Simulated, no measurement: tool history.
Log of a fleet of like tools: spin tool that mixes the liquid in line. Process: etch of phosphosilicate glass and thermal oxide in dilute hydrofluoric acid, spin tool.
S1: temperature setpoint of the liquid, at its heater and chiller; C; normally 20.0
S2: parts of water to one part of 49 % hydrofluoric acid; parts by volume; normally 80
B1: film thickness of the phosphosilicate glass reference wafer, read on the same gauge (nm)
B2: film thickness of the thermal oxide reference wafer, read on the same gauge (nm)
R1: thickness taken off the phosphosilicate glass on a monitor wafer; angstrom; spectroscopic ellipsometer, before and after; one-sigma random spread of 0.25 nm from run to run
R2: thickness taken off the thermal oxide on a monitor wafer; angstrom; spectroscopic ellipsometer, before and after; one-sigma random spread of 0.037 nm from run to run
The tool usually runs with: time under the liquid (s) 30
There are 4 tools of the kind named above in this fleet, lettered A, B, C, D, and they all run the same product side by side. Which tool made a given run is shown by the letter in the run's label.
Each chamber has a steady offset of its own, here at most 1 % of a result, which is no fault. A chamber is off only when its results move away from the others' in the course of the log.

{"run": "1C", "day": 0.117, "S1": 20.0, "S2": 80, "time under the liquid (s)": 30, "B1": 70.022, "B2": 79.998, "R1": 365.3, "R2": 15.347}
{"run": "2B", "day": 0.217, "S1": 20.0, "S2": 80, "time under the liquid (s)": 30, "B1": 69.997, "B2": 80.03, "R1": 369.53, "R2": 16.006}
{"run": "3D", "day": 0.346, "S1": 20.0, "S2": 80, "time under the liquid (s)": 30, "B1": 69.979, "B2": 80.016, "R1": 363.62, "R2": 14.941}
{"run": "4A", "day": 0.458, "S1": 20.0, "S2": 80, "time under the liquid (s)": 30, "B1": 69.968, "B2": 80.032, "R1": 363.58, "R2": 15.314}
{"run": "5C", "day": 0.604, "S1": 20.0, "S2": 80, "time under the liquid (s)": 30, "B1": 69.986, "B2": 79.989, "R1": 364.93, "R2": 15.666}
{"run": "6A", "day": 0.75, "S1": 20.0, "S2": 80, "time under the liquid (s)": 30, "B1": 70.001, "B2": 79.998, "R1": 370.41, "R2": 15.228}
{"run": "7B", "day": 0.846, "S1": 20.0, "S2": 80, "time under the liquid (s)": 30, "B1": 69.963, "B2": 80.009, "R1": 369.11, "R2": 15.894}
{"run": "8D", "day": 0.975, "S1": 20.0, "S2": 80, "time under the liquid (s)": 30, "B1": 69.979, "B2": 79.978, "R1": 366.47, "R2": 16.154}
{"run": "9B", "day": 1.15, "S1": 20.0, "S2": 80, "time under the liquid (s)": 30, "B1": 69.993, "B2": 79.986, "R1": 366.08, "R2": 15.134}
{"run": "10A", "day": 1.246, "S1": 20.0, "S2": 80, "time under the liquid (s)": 30, "B1": 70.007, "B2": 79.977, "R1": 368.64, "R2": 15.879}
{"run": "11D", "day": 1.342, "S1": 20.0, "S2": 80, "time under the liquid (s)": 30, "B1": 70.019, "B2": 79.966, "R1": 361.98, "R2": 15.388}
{"run": "12C", "day": 1.521, "S1": 20.0, "S2": 80, "time under the liquid (s)": 30, "B1": 70.006, "B2": 79.993, "R1": 363.87, "R2": 15.146}
{"run": "13A", "day": 1.692, "S1": 20.0, "S2": 80, "time under the liquid (s)": 30, "B1": 69.984, "B2": 79.957, "R1": 370.16, "R2": 15.544}
{"run": "14D", "day": 1.812, "S1": 20.0, "S2": 65, "time under the liquid (s)": 20, "B1": 70.024, "B2": 79.967, "R1": 302.57, "R2": 12.878}
{"run": "15B", "day": 1.942, "S1": 20.0, "S2": 65, "time under the liquid (s)": 20, "B1": 70.013, "B2": 80.005, "R1": 307.88, "R2": 13.249}
{"run": "16C", "day": 2.075, "S1": 20.0, "S2": 65, "time under the liquid (s)": 20, "B1": 69.983, "B2": 79.994, "R1": 305.33, "R2": 13.556}
{"run": "17B", "day": 2.158, "S1": 20.0, "S2": 65, "time under the liquid (s)": 20, "B1": 70.021, "B2": 80.01, "R1": 304.04, "R2": 13.17}
{"run": "18C", "day": 2.283, "S1": 20.0, "S2": 80, "time under the liquid (s)": 30, "B1": 70.008, "B2": 79.996, "R1": 364.15, "R2": 15.064}
{"run": "19D", "day": 2.379, "S1": 20.0, "S2": 80, "time under the liquid (s)": 30, "B1": 70.007, "B2": 79.998, "R1": 363.84, "R2": 15.431}
{"run": "20A", "day": 2.554, "S1": 17.5, "S2": 50, "time under the liquid (s)": 30, "B1": 70.02, "B2": 80.028, "R1": 549.32, "R2": 22.554}
{"run": "21A", "day": 2.708, "S1": 17.5, "S2": 50, "time under the liquid (s)": 30, "B1": 69.984, "B2": 79.992, "R1": 544.67, "R2": 22.302}
{"run": "22C", "day": 2.85, "S1": 17.5, "S2": 50, "time under the liquid (s)": 30, "B1": 69.978, "B2": 79.992, "R1": 543.11, "R2": 22.349}
{"run": "23B", "day": 3.0, "S1": 17.5, "S2": 50, "time under the liquid (s)": 30, "B1": 69.988, "B2": 80.002, "R1": 542.83, "R2": 22.097}
{"run": "24D", "day": 3.1, "S1": 20.0, "S2": 80, "time under the liquid (s)": 30, "B1": 70.009, "B2": 79.951, "R1": 364.09, "R2": 15.456}
{"run": "25A", "day": 3.204, "S1": 20.0, "S2": 80, "time under the liquid (s)": 30, "B1": 70.0, "B2": 80.003, "R1": 370.82, "R2": 15.822}
{"run": "26D", "day": 3.304, "S1": 20.0, "S2": 80, "time under the liquid (s)": 30, "B1": 70.003, "B2": 79.981, "R1": 365.37, "R2": 15.787}
{"run": "27C", "day": 3.438, "S1": 20.0, "S2": 80, "time under the liquid (s)": 30, "B1": 70.009, "B2": 79.99, "R1": 369.63, "R2": 15.097}
{"run": "28B", "day": 3.6, "S1": 20.0, "S2": 80, "time under the liquid (s)": 30, "B1": 70.031, "B2": 79.996, "R1": 365.65, "R2": 15.725}
{"run": "29B", "day": 3.767, "S1": 20.0, "S2": 80, "time under the liquid (s)": 30, "B1": 70.009, "B2": 79.975, "R1": 363.96, "R2": 16.118}
{"run": "30D", "day": 3.904, "S1": 20.0, "S2": 80, "time under the liquid (s)": 30, "B1": 70.032, "B2": 80.004, "R1": 363.24, "R2": 14.898}
{"run": "31C", "day": 4.071, "S1": 20.0, "S2": 80, "time under the liquid (s)": 30, "B1": 70.019, "B2": 79.965, "R1": 364.73, "R2": 15.088}
{"run": "32A", "day": 4.242, "S1": 20.0, "S2": 80, "time under the liquid (s)": 30, "B1": 70.012, "B2": 79.993, "R1": 369.62, "R2": 15.741}
{"run": "33B", "day": 4.371, "S1": 20.0, "S2": 40, "time under the liquid (s)": 45, "B1": 70.0, "B2": 79.998, "R1": 1150.7, "R2": 48.99}
{"run": "34C", "day": 4.45, "S1": 20.0, "S2": 40, "time under the liquid (s)": 45, "B1": 70.005, "B2": 80.022, "R1": 1162.1, "R2": 50.651}
{"run": "35D", "day": 4.538, "S1": 20.0, "S2": 40, "time under the liquid (s)": 45, "B1": 69.997, "B2": 80.018, "R1": 1161.9, "R2": 47.846}
{"run": "36A", "day": 4.717, "S1": 20.0, "S2": 40, "time under the liquid (s)": 45, "B1": 69.978, "B2": 80.023, "R1": 1147.8, "R2": 48.278}
{"run": "37D", "day": 4.858, "S1": 20.0, "S2": 80, "time under the liquid (s)": 30, "B1": 69.995, "B2": 80.004, "R1": 364.33, "R2": 16.008}
{"run": "38C", "day": 5.021, "S1": 20.0, "S2": 80, "time under the liquid (s)": 30, "B1": 69.985, "B2": 80.015, "R1": 364.66, "R2": 15.361}
{"run": "39B", "day": 5.171, "S1": 20.0, "S2": 80, "time under the liquid (s)": 30, "B1": 70.028, "B2": 80.008, "R1": 367.11, "R2": 15.422}

Is one chamber off against the others, does the gauge drift, or is nothing wrong? If a chamber is off, say which, and what the likeliest cause is.

The fleet is healthy, with each chamber sitting at its usual small offset and no drift in the gauge.
